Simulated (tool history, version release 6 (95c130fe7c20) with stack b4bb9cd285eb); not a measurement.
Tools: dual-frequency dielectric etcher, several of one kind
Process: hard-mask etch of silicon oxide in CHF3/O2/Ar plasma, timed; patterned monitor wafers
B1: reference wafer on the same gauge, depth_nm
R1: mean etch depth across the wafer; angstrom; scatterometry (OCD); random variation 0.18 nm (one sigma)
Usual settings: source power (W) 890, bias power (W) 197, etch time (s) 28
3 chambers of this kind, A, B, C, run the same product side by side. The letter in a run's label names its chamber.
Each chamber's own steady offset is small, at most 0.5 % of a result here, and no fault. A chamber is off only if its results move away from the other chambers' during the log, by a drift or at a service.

run 1C hour=16.2 | source_power_(W)=890 bias_power_(W)=197 etch_time_(s)=28 | B1=65.3 | R1=668.19
run 2B hour=23.9 | source_power_(W)=890 bias_power_(W)=197 etch_time_(s)=28 | B1=65.321 | R1=668.53
run 3A hour=38.6 | source_power_(W)=890 bias_power_(W)=197 etch_time_(s)=28 | B1=65.281 | R1=661.39
run 4A hour=50.7 | source_power_(W)=890 bias_power_(W)=197 etch_time_(s)=28 | B1=65.315 | R1=660.61
run 5C hour=61.5 | source_power_(W)=890 bias_power_(W)=197 etch_time_(s)=28 | B1=65.31 | R1=667.33
run 6B hour=69.3 | source_power_(W)=1100 bias_power_(W)=197 etch_time_(s)=28 | B1=65.32 | R1=725.58
run 7A hour=77.1 | source_power_(W)=1100 bias_power_(W)=197 etch_time_(s)=28 | B1=65.296 | R1=714.12
run 8C hour=90 | source_power_(W)=1100 bias_power_(W)=197 etch_time_(s)=28 | B1=65.272 | R1=724.1
run 9B hour=97.5 | source_power_(W)=890 bias_power_(W)=197 etch_time_(s)=28 | B1=65.267 | R1=663.37
run 10C hour=108.1 | source_power_(W)=890 bias_power_(W)=197 etch_time_(s)=28 | B1=65.298 | R1=666.63
run 11B hour=119 | source_power_(W)=890 bias_power_(W)=197 etch_time_(s)=28 | B1=65.259 | R1=665.56
run 12A hour=132.9 | source_power_(W)=890 bias_power_(W)=197 etch_time_(s)=28 | B1=65.257 | R1=663.05
run 13A hour=142.9 | source_power_(W)=890 bias_power_(W)=197 etch_time_(s)=28 | B1=65.248 | R1=661.22
run 14C hour=156.5 | source_power_(W)=700 bias_power_(W)=197 etch_time_(s)=36 | B1=65.364 | R1=786.58
run 15B hour=167.6 | source_power_(W)=700 bias_power_(W)=197 etch_time_(s)=36 | B1=65.279 | R1=779.55
run 16A hour=183.3 | source_power_(W)=700 bias_power_(W)=197 etch_time_(s)=36 | B1=65.339 | R1=773.81
run 17B hour=196.2 | source_power_(W)=890 bias_power_(W)=197 etch_time_(s)=28 | B1=65.248 | R1=659.6
run 18C hour=207.7 | source_power_(W)=890 bias_power_(W)=197 etch_time_(s)=28 | B1=65.304 | R1=663.64
run 19A hour=220 | source_power_(W)=890 bias_power_(W)=197 etch_time_(s)=28 | B1=65.308 | R1=660.48
run 20C hour=232.3 | source_power_(W)=890 bias_power_(W)=197 etch_time_(s)=28 | B1=65.281 | R1=667.05
run 21B hour=240.2 | source_power_(W)=890 bias_power_(W)=197 etch_time_(s)=28 | B1=65.297 | R1=664.38
run 22A hour=252.1 | source_power_(W)=890 bias_power_(W)=197 etch_time_(s)=28 | B1=65.314 | R1=659.63
run 23C hour=259.6 | source_power_(W)=890 bias_power_(W)=197 etch_time_(s)=28 | B1=65.297 | R1=667.52
run 24B hour=275.7 | source_power_(W)=1090 bias_power_(W)=181 etch_time_(s)=28 | B1=65.307 | R1=693.9
run 25B hour=289 | source_power_(W)=1090 bias_power_(W)=181 etch_time_(s)=28 | B1=65.339 | R1=690.97
run 26C hour=303.2 | source_power_(W)=1090 bias_power_(W)=181 etch_time_(s)=28 | B1=65.296 | R1=699.86
run 27A hour=311 | source_power_(W)=890 bias_power_(W)=197 etch_time_(s)=28 | B1=65.258 | R1=661.29
-- hour=315.3 chamber A: wet clean of the chamber
run 28A hour=322.4 | source_power_(W)=890 bias_power_(W)=197 etch_time_(s)=28 | B1=65.321 | R1=659.6
run 29B hour=332.5 | source_power_(W)=1080 bias_power_(W)=243 etch_time_(s)=28 | B1=65.309 | R1=759.08
run 30C hour=340.2 | source_power_(W)=1080 bias_power_(W)=243 etch_time_(s)=28 | B1=65.325 | R1=771.13
run 31A hour=351 | source_power_(W)=1080 bias_power_(W)=243 etch_time_(s)=28 | B1=65.281 | R1=763.08
run 32B hour=364.3 | source_power_(W)=890 bias_power_(W)=197 etch_time_(s)=28 | B1=65.315 | R1=658.69
-- hour=365.1 chamber C: wet clean of the chamber
run 33C hour=379 | source_power_(W)=890 bias_power_(W)=197 etch_time_(s)=28 | B1=65.297 | R1=662.53
run 34C hour=393.1 | source_power_(W)=890 bias_power_(W)=197 etch_time_(s)=28 | B1=65.31 | R1=665.01
run 35A hour=405.6 | source_power_(W)=890 bias_power_(W)=197 etch_time_(s)=28 | B1=65.305 | R1=663.31
run 36B hour=416.3 | source_power_(W)=890 bias_power_(W)=197 etch_time_(s)=28 | B1=65.303 | R1=654.91

Which is it: a chamber that has drifted or been left off by a service, a gauge drift common to all chambers, or only each chamber's usual small offset? If a chamber is off, name it and its likeliest cause.

Little by little, chamber B moves away from the other chambers.
What lies behind it: etch rate under this chamber's usual, % = 1.88.
It could be hard to tell apart here from: source power that arrives under what is set, %; bias power that arrives under what is set, %.

Chamber B could run next with any of the 4 candidate recipes listed below; each alters the usual settings, and their results appear as question marks. Which one brings its results back in line with what the other chambers deliver on the usual settings?
In-line tolerance around the mean of the other chambers on the usual settings: R1 6.3 angstrom
run 37B-1 hour=428 | source_power_(W)=890 bias_power_(W)=179 etch_time_(s)=28 | R1=?
run 37B-2 hour=428 | source_power_(W)=890 bias_power_(W)=197 etch_time_(s)=27.5 | R1=?
run 37B-3 hour=428 | source_power_(W)=890 bias_power_(W)=197 etch_time_(s)=29 | R1=?
run 37B-4 hour=428 | source_power_(W)=890 bias_power_(W)=197 etch_time_(s)=28.5 | R1=?

The other chambers' mean on the usual settings: R1 663.77 angstrom
run=37B-1 R1=634.35
run=37B-2 R1=643.33
run=37B-3 R1=678.42
run=37B-4 R1=666.72
The right change is 37B-4: it brings the chamber back within the allowed miss of the others.

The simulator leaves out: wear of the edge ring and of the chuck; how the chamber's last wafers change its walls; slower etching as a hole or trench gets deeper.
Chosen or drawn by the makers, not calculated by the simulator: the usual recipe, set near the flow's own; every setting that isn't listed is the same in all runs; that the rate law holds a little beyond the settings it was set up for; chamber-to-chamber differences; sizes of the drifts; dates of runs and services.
